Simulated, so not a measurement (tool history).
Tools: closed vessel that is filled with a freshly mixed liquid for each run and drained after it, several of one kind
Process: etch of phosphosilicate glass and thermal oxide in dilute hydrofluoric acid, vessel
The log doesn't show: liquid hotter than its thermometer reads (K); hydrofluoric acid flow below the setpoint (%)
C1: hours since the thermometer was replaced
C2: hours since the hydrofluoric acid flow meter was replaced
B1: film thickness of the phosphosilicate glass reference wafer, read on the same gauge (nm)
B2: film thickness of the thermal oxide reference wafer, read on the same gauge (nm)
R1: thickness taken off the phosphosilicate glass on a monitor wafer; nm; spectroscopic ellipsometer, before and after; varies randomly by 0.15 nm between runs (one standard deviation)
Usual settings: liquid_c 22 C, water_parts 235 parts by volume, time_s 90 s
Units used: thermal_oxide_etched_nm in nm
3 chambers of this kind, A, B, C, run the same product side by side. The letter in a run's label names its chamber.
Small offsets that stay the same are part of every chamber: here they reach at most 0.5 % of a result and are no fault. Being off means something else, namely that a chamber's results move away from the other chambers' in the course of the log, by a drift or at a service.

run 1B hour=10.9 | liquid_c=22 water_parts=235 time_s=90 | C1=90.9 C2=969.1 | B1=120.00 B2=49.952 | R1=41.601 thermal_oxide_etched_nm=1.4851
run 2C hour=19.1 | liquid_c=22 water_parts=235 time_s=90 | C1=1865.9 C2=1314.8 | B1=120.04 B2=49.998 | R1=41.507 thermal_oxide_etched_nm=1.5254
run 3A hour=25.7 | liquid_c=22 water_parts=235 time_s=90 | C1=977.3 C2=1985.8 | B1=120.05 B2=49.995 | R1=41.718 thermal_oxide_etched_nm=1.4557
run 4A hour=38.6 | liquid_c=22 water_parts=235 time_s=90 | C1=990.2 C2=1998.7 | B1=120.03 B2=49.997 | R1=41.403 thermal_oxide_etched_nm=1.5247
run 5B hour=49.7 | liquid_c=22 water_parts=235 time_s=90 | C1=129.7 C2=1007.9 | B1=120.02 B2=49.990 | R1=41.668 thermal_oxide_etched_nm=1.5382
run 6C hour=58.2 | liquid_c=22 water_parts=235 time_s=90 | C1=1905.0 C2=1353.9 | B1=120.07 B2=49.982 | R1=41.412 thermal_oxide_etched_nm=1.4855
run 7B hour=66.4 | liquid_c=22 water_parts=235 time_s=90 | C1=146.4 C2=1024.6 | B1=120.00 B2=50.001 | R1=42.056 thermal_oxide_etched_nm=1.4834
run 8A hour=76.3 | liquid_c=22 water_parts=235 time_s=90 | C1=1027.9 C2=2036.4 | B1=119.96 B2=50.001 | R1=41.493 thermal_oxide_etched_nm=1.5694
run 9C hour=84.1 | liquid_c=22 water_parts=235 time_s=90 | C1=1930.9 C2=1379.8 | B1=119.95 B2=49.978 | R1=41.416 thermal_oxide_etched_nm=1.4802
run 10C hour=90.8 | liquid_c=22 water_parts=235 time_s=90 | C1=1937.6 C2=1386.5 | B1=119.99 B2=50.023 | R1=41.532 thermal_oxide_etched_nm=1.5604
run 11A hour=98.9 | liquid_c=22 water_parts=235 time_s=90 | C1=1050.5 C2=2059.0 | B1=119.98 B2=50.021 | R1=41.379 thermal_oxide_etched_nm=1.4511
run 12B hour=105.8 | liquid_c=22 water_parts=235 time_s=90 | C1=185.8 C2=1064.0 | B1=120.01 B2=50.013 | R1=41.635 thermal_oxide_etched_nm=1.4763
-- hour=111.6 chamber A: hydrofluoric acid flow meter replaced
-- hour=112.0 chamber B: hydrofluoric acid flow meter replaced
run 13A hour=115.5 | liquid_c=22 water_parts=235 time_s=90 | C1=1067.1 C2=3.9 | B1=120.02 B2=50.009 | R1=41.389 thermal_oxide_etched_nm=1.5012
-- hour=122.2 chamber C: hydrofluoric acid flow meter replaced
run 14C hour=128.0 | liquid_c=22 water_parts=235 time_s=90 | C1=1974.8 C2=5.8 | B1=119.99 B2=50.017 | R1=41.812 thermal_oxide_etched_nm=1.5018
run 15B hour=136.2 | liquid_c=22 water_parts=235 time_s=90 | C1=216.2 C2=24.2 | B1=119.94 B2=50.031 | R1=41.759 thermal_oxide_etched_nm=1.4730
run 16A hour=144.9 | liquid_c=20 water_parts=235 time_s=130 | C1=1096.5 C2=33.3 | B1=120.02 B2=49.985 | R1=55.914 thermal_oxide_etched_nm=1.9941
run 17C hour=155.7 | liquid_c=20 water_parts=235 time_s=130 | C1=2002.5 C2=33.5 | B1=119.94 B2=50.007 | R1=55.746 thermal_oxide_etched_nm=2.0232
run 18B hour=162.6 | liquid_c=20 water_parts=235 time_s=130 | C1=242.6 C2=50.6 | B1=119.96 B2=50.018 | R1=55.635 thermal_oxide_etched_nm=1.9914
run 19B hour=168.8 | liquid_c=22 water_parts=235 time_s=90 | C1=248.8 C2=56.8 | B1=119.94 B2=50.028 | R1=41.699 thermal_oxide_etched_nm=1.4990
run 20C hour=178.0 | liquid_c=22 water_parts=235 time_s=90 | C1=2024.8 C2=55.8 | B1=120.03 B2=50.003 | R1=41.672 thermal_oxide_etched_nm=1.5103
run 21A hour=184.2 | liquid_c=22 water_parts=235 time_s=90 | C1=1135.8 C2=72.6 | B1=120.01 B2=49.988 | R1=41.462 thermal_oxide_etched_nm=1.4653
run 22A hour=191.4 | liquid_c=22 water_parts=235 time_s=90 | C1=1143.0 C2=79.8 | B1=119.96 B2=50.031 | R1=41.490 thermal_oxide_etched_nm=1.5087
run 23B hour=202.7 | liquid_c=22 water_parts=235 time_s=90 | C1=282.7 C2=90.7 | B1=119.94 B2=50.012 | R1=41.913 thermal_oxide_etched_nm=1.4940
run 24C hour=214.6 | liquid_c=22 water_parts=235 time_s=90 | C1=2061.4 C2=92.4 | B1=119.98 B2=49.984 | R1=41.536 thermal_oxide_etched_nm=1.4533
run 25C hour=220.3 | liquid_c=22 water_parts=235 time_s=90 | C1=2067.1 C2=98.1 | B1=119.99 B2=50.020 | R1=41.455 thermal_oxide_etched_nm=1.5644
run 26A hour=232.2 | liquid_c=22 water_parts=235 time_s=145 | C1=1183.8 C2=120.6 | B1=120.03 B2=49.980 | R1=67.010 thermal_oxide_etched_nm=2.3991
run 27B hour=242.9 | liquid_c=22 water_parts=235 time_s=145 | C1=322.9 C2=130.9 | B1=120.01 B2=50.026 | R1=67.126 thermal_oxide_etched_nm=2.2909
run 28A hour=255.7 | liquid_c=22 water_parts=235 time_s=145 | C1=1207.3 C2=144.1 | B1=120.01 B2=50.012 | R1=67.586 thermal_oxide_etched_nm=2.3488
run 29B hour=267.0 | liquid_c=22 water_parts=235 time_s=90 | C1=347.0 C2=155.0 | B1=120.01 B2=50.014 | R1=41.529 thermal_oxide_etched_nm=1.5337
run 30C hour=274.6 | liquid_c=22 water_parts=235 time_s=90 | C1=2121.4 C2=152.4 | B1=120.04 B2=50.007 | R1=41.574 thermal_oxide_etched_nm=1.4826
run 31A hour=287.7 | liquid_c=22 water_parts=235 time_s=90 | C1=1239.3 C2=176.1 | B1=120.02 B2=50.046 | R1=41.324 thermal_oxide_etched_nm=1.4876
run 32C hour=293.7 | liquid_c=22 water_parts=235 time_s=90 | C1=2140.5 C2=171.5 | B1=120.01 B2=50.016 | R1=41.535 thermal_oxide_etched_nm=1.5130
-- hour=300.7 chamber A: thermometer replaced
run 33B hour=303.0 | liquid_c=22 water_parts=235 time_s=90 | C1=383.0 C2=191.0 | B1=120.02 B2=50.003 | R1=41.773 thermal_oxide_etched_nm=1.5133
run 34C hour=313.3 | liquid_c=22 water_parts=235 time_s=90 | C1=2160.1 C2=191.1 | B1=120.00 B2=50.018 | R1=41.559 thermal_oxide_etched_nm=1.5308
run 35B hour=322.3 | liquid_c=22 water_parts=235 time_s=90 | C1=402.3 C2=210.3 | B1=120.02 B2=50.031 | R1=41.748 thermal_oxide_etched_nm=1.5292
run 36A hour=328.3 | liquid_c=22 water_parts=190 time_s=75 | C1=27.7 C2=216.7 | B1=119.94 B2=50.023 | R1=44.794 thermal_oxide_etched_nm=1.6029
run 37B hour=337.8 | liquid_c=22 water_parts=190 time_s=75 | C1=417.8 C2=225.8 | B1=120.02 B2=50.048 | R1=45.171 thermal_oxide_etched_nm=1.5984
run 38C hour=346.8 | liquid_c=22 water_parts=190 time_s=75 | C1=2193.6 C2=224.6 | B1=120.02 B2=50.025 | R1=44.888 thermal_oxide_etched_nm=1.5854
run 39A hour=355.7 | liquid_c=22 water_parts=235 time_s=90 | C1=55.1 C2=244.1 | B1=120.07 B2=50.029 | R1=41.744 thermal_oxide_etched_nm=1.5080

Which is it: a chamber that has drifted or been left off by a service, a gauge drift common to all chambers, or only each chamber's usual small offset? If a chamber is off, name it and its likeliest cause.

Nothing is wrong: each chamber keeps only its own small, steady offset and the gauge holds still.

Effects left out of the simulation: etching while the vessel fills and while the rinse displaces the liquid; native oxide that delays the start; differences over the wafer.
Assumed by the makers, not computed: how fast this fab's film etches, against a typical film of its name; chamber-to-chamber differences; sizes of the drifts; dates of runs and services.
